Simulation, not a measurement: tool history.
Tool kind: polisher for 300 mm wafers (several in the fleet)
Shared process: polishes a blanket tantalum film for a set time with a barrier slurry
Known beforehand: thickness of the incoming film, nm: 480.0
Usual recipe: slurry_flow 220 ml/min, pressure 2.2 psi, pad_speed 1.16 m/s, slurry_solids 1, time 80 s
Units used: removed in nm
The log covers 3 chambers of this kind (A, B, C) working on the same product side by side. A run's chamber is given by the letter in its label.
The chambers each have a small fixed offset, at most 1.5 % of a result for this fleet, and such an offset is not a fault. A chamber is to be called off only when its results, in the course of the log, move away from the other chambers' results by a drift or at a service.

| run | hour | slurry_flow | pressure | pad_speed | slurry_solids | time | removed |
|---|---|---|---|---|---|---|---|
|  | 10.1 | chamber B: worn pad replaced by a new one |
| 1A | 15.0 | 220 | 2.2 | 1.16 | 1 | 80 | 191.30 |
| 2B | 24.7 | 220 | 2.2 | 1.16 | 1 | 80 | 189.41 |
|  | 26.2 | chamber C: slurry blender recalibrated |
| 3C | 39.4 | 220 | 2.2 | 1.16 | 1 | 80 | 192.93 |
| 4A | 47.3 | 220 | 2.2 | 1.16 | 1 | 80 | 192.25 |
| 5B | 58.4 | 220 | 2.2 | 1.16 | 1 | 80 | 190.25 |
|  | 58.5 | chamber C: worn pad replaced by a new one |
|  | 64.3 | chamber A: worn pad replaced by a new one |
| 6C | 67.0 | 220 | 2.2 | 0.78 | 1 | 80 | 130.54 |
| 7B | 75.0 | 220 | 2.2 | 0.78 | 1 | 80 | 128.11 |
|  | 75.9 | chamber B: slurry nozzle cleaned |
| 8A | 85.0 | 220 | 2.2 | 0.78 | 1 | 80 | 129.22 |
| 9C | 98.9 | 220 | 2.2 | 1.16 | 1 | 80 | 193.44 |
| 10A | 110.8 | 220 | 2.2 | 1.16 | 1 | 80 | 194.28 |
| 11C | 124.1 | 220 | 2.2 | 1.16 | 1 | 80 | 192.22 |
|  | 132.8 | chamber B: worn pad replaced by a new one |
| 12B | 133.6 | 220 | 2.2 | 1.16 | 1 | 80 | 187.79 |
|  | 140.5 | chamber A: slurry nozzle cleaned |
| 13A | 140.5 | 220 | 2.2 | 1.16 | 1 | 80 | 191.32 |
|  | 149.3 | chamber C: slurry blender recalibrated |
| 14B | 153.4 | 220 | 2.2 | 1.16 | 1 | 80 | 187.76 |
| 15C | 163.6 | 220 | 2.2 | 1.16 | 1 | 80 | 194.17 |
|  | 170.2 | chamber C: worn pad replaced by a new one |
| 16B | 170.8 | 220 | 2.2 | 1.16 | 1 | 80 | 185.13 |
| 17C | 179.4 | 220 | 2.2 | 1.16 | 1 | 80 | 193.45 |
|  | 191.5 | chamber A: slurry blender recalibrated |
| 18A | 194.5 | 220 | 2.2 | 1.16 | 1 | 80 | 190.37 |
| 19C | 203.3 | 220 | 2.2 | 1.16 | 1 | 80 | 192.46 |
| 20A | 211.9 | 220 | 2.2 | 1.16 | 1 | 80 | 193.80 |
|  | 226.6 | chamber C: slurry nozzle cleaned |
| 21B | 226.7 | 220 | 2.2 | 1.16 | 1 | 80 | 183.33 |
|  | 237.5 | chamber A: worn pad replaced by a new one |
| 22A | 240.0 | 220 | 2.2 | 1.16 | 1 | 80 | 194.53 |
|  | 246.3 | chamber B: worn pad replaced by a new one |
| 23C | 246.7 | 220 | 2.2 | 1.16 | 1 | 80 | 191.09 |
| 24B | 258.4 | 220 | 2.2 | 1.16 | 1 | 80 | 179.83 |

Decide between three cases: one chamber stands off from its peers, the gauge reading all wafers drifts, or nothing is wrong past each chamber's small offset. Where a chamber is off, say which and what most likely put it there.

It is chamber B that slowly wanders off from its peers.
Most likely cause: abrasive missing from the slurry, % = 14.8.
With only this log, it may be confused with: slurry flow missing at the pad, %; head's pressure below its setpoint, %.

Which of the 4 candidates below, each the usual settings with something changed and its results left as question marks, puts chamber B back in line with what the other chambers give on the usual settings?
In-line tolerance around the mean of the other chambers on the usual settings: removed 5.70 nm
| 25B-1 | 269.2 | 220 | 2.1 | 1.16 | 1 | 78 | ? |
| 25B-2 | 269.2 | 220 | 2.2 | 1.16 | 1 | 85 | ? |
| 25B-3 | 269.2 | 220 | 2.1 | 1.12 | 1 | 77 | ? |
| 25B-4 | 269.2 | 220 | 2.2 | 1.22 | 1 | 85 | ? |

Usual-settings mean across the other chambers: removed 192.55 nm
| run | removed |
|---|---|
| 25B-1 | 168.84 |
| 25B-2 | 192.78 |
| 25B-3 | 160.93 |
| 25B-4 | 202.74 |
With 25B-2, the chamber falls back in line with the rest.
